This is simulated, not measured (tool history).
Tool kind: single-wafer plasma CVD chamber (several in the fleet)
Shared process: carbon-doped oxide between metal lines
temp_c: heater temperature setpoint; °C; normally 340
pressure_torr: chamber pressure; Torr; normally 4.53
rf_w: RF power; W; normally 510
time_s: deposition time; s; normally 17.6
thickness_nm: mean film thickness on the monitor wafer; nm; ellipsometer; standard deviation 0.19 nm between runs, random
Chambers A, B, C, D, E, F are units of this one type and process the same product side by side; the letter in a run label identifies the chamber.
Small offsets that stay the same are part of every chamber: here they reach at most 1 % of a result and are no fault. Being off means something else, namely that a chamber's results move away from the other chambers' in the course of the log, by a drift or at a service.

| run | day | temp_c | pressure_torr | rf_w | time_s | read-back reference wafer on the same gauge, thickness_nm | thickness_nm |
|---|---|---|---|---|---|---|---|
| 1D | 0.188 | 340 | 4.53 | 510 | 17.6 | 107.07 | 93.35 |
| 2B | 0.412 | 340 | 4.53 | 510 | 17.6 | 107.07 | 92.831 |
| 3F | 0.683 | 340 | 4.53 | 510 | 17.6 | 107.12 | 93.998 |
| 4E | 0.938 | 340 | 4.53 | 510 | 17.6 | 107.13 | 93.429 |
| 5C | 1.104 | 340 | 4.53 | 510 | 17.6 | 107.07 | 93.107 |
| 6A | 1.267 | 340 | 4.53 | 510 | 17.6 | 107.13 | 92.223 |
| 7C | 1.575 | 340 | 4.53 | 510 | 17.6 | 107.15 | 93.277 |
| 8B | 1.733 | 340 | 4.53 | 510 | 17.6 | 107.16 | 92.804 |
| 9D | 1.925 | 345 | 4.53 | 510 | 17.6 | 107.08 | 92.419 |
| 10E | 2.192 | 345 | 4.53 | 510 | 17.6 | 107.16 | 92.18 |
| 11F | 2.421 | 345 | 4.53 | 510 | 17.6 | 107.14 | 92.64 |
| 12A | 2.717 | 345 | 4.53 | 510 | 17.6 | 107.15 | 90.985 |
| 13A | 2.954 | 345 | 4.53 | 510 | 17.6 | 107.09 | 91.195 |
| 14C | 3.3 | 345 | 4.53 | 510 | 17.6 | 107.16 | 92.021 |
| 15B | 3.504 | 340 | 4.53 | 510 | 17.6 | 107.08 | 92.811 |
| 16F | 3.738 | 340 | 4.53 | 510 | 17.6 | 107.12 | 94.057 |
| 17D | 4.042 | 340 | 4.53 | 510 | 17.6 | 107.09 | 93.323 |
| 18E | 4.2 | 340 | 4.53 | 510 | 17.6 | 107.09 | 93.414 |
| 19A | 4.525 | 340 | 4.53 | 510 | 17.6 | 107.13 | 92.549 |
| 20D | 4.762 | 340 | 4.53 | 510 | 17.6 | 107.08 | 93.521 |
| 21C | 5.025 | 340 | 4.53 | 510 | 17.6 | 107.05 | 93.385 |
| 22B | 5.358 | 340 | 4.53 | 510 | 17.6 | 107.05 | 92.855 |
| 23F | 5.6 | 340 | 4.53 | 510 | 17.6 | 107.09 | 93.661 |
| 24E | 5.962 | 340 | 4.53 | 510 | 17.6 | 107.07 | 93.21 |
| 25C | 6.325 | 340 | 4.53 | 510 | 17.6 | 107.1 | 93.281 |
| 26A | 6.658 | 340 | 4.53 | 510 | 17.6 | 107.1 | 92.43 |
| 27D | 6.962 | 340 | 4.53 | 510 | 17.6 | 107.13 | 93.508 |
| 28E | 7.133 | 340 | 4.53 | 510 | 17.6 | 107.09 | 93.004 |
| 29F | 7.321 | 340 | 4.53 | 510 | 17.6 | 107.09 | 94.546 |
| 30B | 7.608 | 340 | 4.53 | 510 | 17.6 | 107.14 | 92.956 |
| 31E | 7.95 | 340 | 5.25 | 510 | 19.8 | 107.07 | 107.19 |
| 32B | 8.288 | 340 | 5.25 | 510 | 19.8 | 107.08 | 106.75 |
| 33D | 8.529 | 340 | 5.25 | 510 | 19.8 | 107.13 | 107.24 |
| 34A | 8.8 | 340 | 5.25 | 510 | 19.8 | 107.1 | 105.81 |
| 35C | 8.992 | 340 | 5.25 | 510 | 19.8 | 107.07 | 107.22 |
| 36F | 9.292 | 340 | 5.25 | 510 | 19.8 | 107.15 | 107.85 |
| 37A | 9.525 | 340 | 4.53 | 510 | 17.6 | 107.11 | 92.46 |
| 38C | 9.792 | 351 | 4.53 | 455 | 17.6 | 107.06 | 84.353 |
| 39D | 10.117 | 351 | 4.53 | 455 | 17.6 | 107.12 | 84.387 |
| 40F | 10.433 | 351 | 4.53 | 455 | 17.6 | 107.05 | 84.743 |
| 41E | 10.65 | 351 | 4.53 | 455 | 17.6 | 107.06 | 83.843 |
| 42B | 10.942 | 351 | 4.53 | 455 | 17.6 | 107.11 | 83.491 |

Has any chamber moved away from the others, gradually or after a service, or does the common gauge drift, or do the chambers differ only by their own small steady offsets? State the chamber and the most likely cause if one applies.

No chamber stands off beyond its own small offset, and the gauge holds steady.
